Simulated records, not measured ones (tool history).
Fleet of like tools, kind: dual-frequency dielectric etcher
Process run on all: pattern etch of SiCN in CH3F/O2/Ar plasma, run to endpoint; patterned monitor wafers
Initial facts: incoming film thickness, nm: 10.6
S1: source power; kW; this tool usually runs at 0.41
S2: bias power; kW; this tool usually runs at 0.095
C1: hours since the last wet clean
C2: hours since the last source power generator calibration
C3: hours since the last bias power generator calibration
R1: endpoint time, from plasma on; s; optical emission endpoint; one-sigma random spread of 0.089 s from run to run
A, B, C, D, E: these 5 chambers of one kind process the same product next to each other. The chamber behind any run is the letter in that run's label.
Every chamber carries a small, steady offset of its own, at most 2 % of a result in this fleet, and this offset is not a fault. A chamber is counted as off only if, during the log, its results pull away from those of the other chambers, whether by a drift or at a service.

run   hour    S1     S2     C1      C2      C3      R1
 1D   11.8  0.41  0.095   66.5  2129.8  1667.8  25.086
 2C   20.3  0.41  0.095   36.9  3734.2   944.4  25.516
 3B     27  0.41  0.095  471.8   885.4   719.2  25.659
 4E   33.8  0.41  0.095  441.3   917.9    4124  24.974
 5A   43.5  0.41  0.095  193.2  1481.8   131.1  25.758
 6C   53.8  0.46  0.118   70.4  3767.7   977.9  22.588
 7D   61.3  0.46  0.118    116  2179.3  1717.3  22.203
 8A   69.2  0.46  0.118  218.9  1507.5   156.8  22.728
 9B   83.5  0.46  0.118  528.3   941.9   775.7  22.539
10E   93.4  0.46  0.118  500.9   977.5  4183.6  22.032
11E  100.5  0.41  0.095    508   984.6  4190.7  24.932
12D    107  0.41  0.095  161.7    2225    1763  25.009
     113.8  -- chamber E: wet clean of the chamber
13B    120  0.41  0.095  564.8   978.4   812.2  25.712
14A  132.6  0.41  0.095  282.3  1570.9   220.2  25.918
     137.1  -- chamber E: bias power generator calibrated
15C  139.1  0.41  0.095  155.7    3853  1063.2  25.555
16B  153.7  0.41  0.095  598.5  1012.1   845.9   25.65
17A  163.6  0.41  0.095  313.3  1601.9   251.2  25.672
18D  175.5  0.41  0.095  230.2  2293.5  1831.5  25.161
     187.5  -- chamber B: wet clean of the chamber
19C  190.2  0.41  0.095  206.8  3904.1  1114.3  25.398
20E    201  0.41  0.095   87.3  1085.1    63.9  24.867
21E  209.7  0.41  0.095     96  1093.8    72.6  25.085
22D  222.8  0.41  0.095  277.5  2340.8  1878.8  25.055
23C  232.3  0.41  0.095  248.9  3946.2  1156.4  25.423
       243  -- chamber A: wet clean of the chamber
24A  244.8  0.41  0.095    1.8  1683.1   332.4  25.611
25B    257  0.41  0.095   69.5  1115.4   949.2  25.575
26E  268.6  0.41  0.095  154.9  1152.7   131.5   25.02
27A  276.5  0.41  0.095   33.5  1714.8   364.1   25.56
28C  291.4  0.41  0.095    308  4005.3  1215.5  25.551
29B  300.7   0.5  0.104  113.2  1159.1   992.9  22.891
30D  314.7   0.5  0.104  369.4  2432.7  1970.7  22.607
31B  326.5   0.5  0.104    139  1184.9  1018.7  23.009
32E  340.5   0.5  0.104  226.8  1224.6   203.4  22.321
33C  351.2   0.5  0.104  367.8  4065.1  1275.3  23.003
34A  364.2   0.5  0.072  121.2  1802.5   451.8  26.432
35D  372.3   0.5  0.072    427  2490.3  2028.3  25.817
36A  382.2   0.5  0.072  139.2  1820.5   469.8  26.375
37C  391.2   0.5  0.072  407.8  4105.1  1315.3  26.171
38E  399.1   0.5  0.072  285.4  1283.2     262  25.749
39B  410.1  0.41  0.095  222.6  1268.5  1102.3  25.548
40D  419.4  0.41  0.095  474.1  2537.4  2075.4  25.175
41A  432.8  0.44  0.077  189.8  1871.1   520.4  27.196

Which is it: a chamber that has drifted or been left off by a service, a gauge drift common to all chambers, or only each chamber's usual small offset? If a chamber is off, name it and its likeliest cause.

No chamber is off and the gauge is stable; the differences are just each chamber's small, constant offset.

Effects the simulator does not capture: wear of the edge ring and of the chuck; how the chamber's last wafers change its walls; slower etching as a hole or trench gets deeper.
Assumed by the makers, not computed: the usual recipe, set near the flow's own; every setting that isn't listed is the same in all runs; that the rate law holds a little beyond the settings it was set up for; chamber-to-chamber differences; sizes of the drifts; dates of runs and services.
